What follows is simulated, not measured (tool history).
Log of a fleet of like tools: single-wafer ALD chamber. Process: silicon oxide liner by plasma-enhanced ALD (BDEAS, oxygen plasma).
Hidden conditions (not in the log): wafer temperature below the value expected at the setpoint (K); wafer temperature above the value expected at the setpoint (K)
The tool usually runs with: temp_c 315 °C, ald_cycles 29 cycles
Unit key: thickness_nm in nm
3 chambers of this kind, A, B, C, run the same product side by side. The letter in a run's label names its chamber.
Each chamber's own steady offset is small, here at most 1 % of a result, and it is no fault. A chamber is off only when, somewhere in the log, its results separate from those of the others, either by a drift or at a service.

run	hour	temp_c	ald_cycles	hours since the last thermocouple change	read-back reference wafer on the same gauge, thickness_nm	thickness_nm
1B	2.5	315	29	1037.9	2.1596	2.6269
2A	7.1	315	29	690.3	2.1591	2.6226
3C	11.3	315	29	140.1	2.1581	2.6556
4A	15.4	315	29	698.6	2.1582	2.6264
5B	19.3	315	29	1054.7	2.1576	2.6303
6C	21.8	315	29	150.6	2.1578	2.6577
7B	25.8	315	29	1061.2	2.1569	2.6278
8A	29.4	315	29	712.6	2.156	2.6215
9C	33.6	315	29	162.4	2.156	2.6566
10B	35.8	315	29	1071.2	2.1558	2.6198
11C	38.4	315	29	167.2	2.1554	2.6542
12A	42.6	315	29	725.8	2.1561	2.6179
13C	45.1	315	29	173.9	2.1559	2.6516
14B	49.1	315	29	1084.5	2.1542	2.6245
15A	53	315	29	736.2	2.1545	2.6195
16B	57.6	315	29	1093	2.1538	2.623
17C	61.5	315	29	190.3	2.1537	2.6464
18A	64.1	315	29	747.3	2.1533	2.6136
19C	67.1	315	29	195.9	2.1523	2.6382
20A	69.4	315	29	752.6	2.1532	2.622
21B	73.9	315	29	1109.3	2.152	2.6255
22C	77.2	315	29	206	2.1515	2.6421
23B	79.8	315	29	1115.2	2.1515	2.6211
24A	83.4	315	34	766.6	2.1509	3.0647
25B	87.5	315	34	1122.9	2.1509	3.0755
26C	91.4	315	34	220.2	2.1505	3.0925
27A	94.1	321	29	777.3	2.1497	2.5951

Has any chamber moved away from the others, gradually or after a service, or does the common gauge drift, or do the chambers differ only by their own small steady offsets? State the chamber and the most likely cause if one applies.

The shared gauge is drifting. All chambers look as if they move in step, but none is off.
Most likely cause: gauge reads low (%) = 0.487.
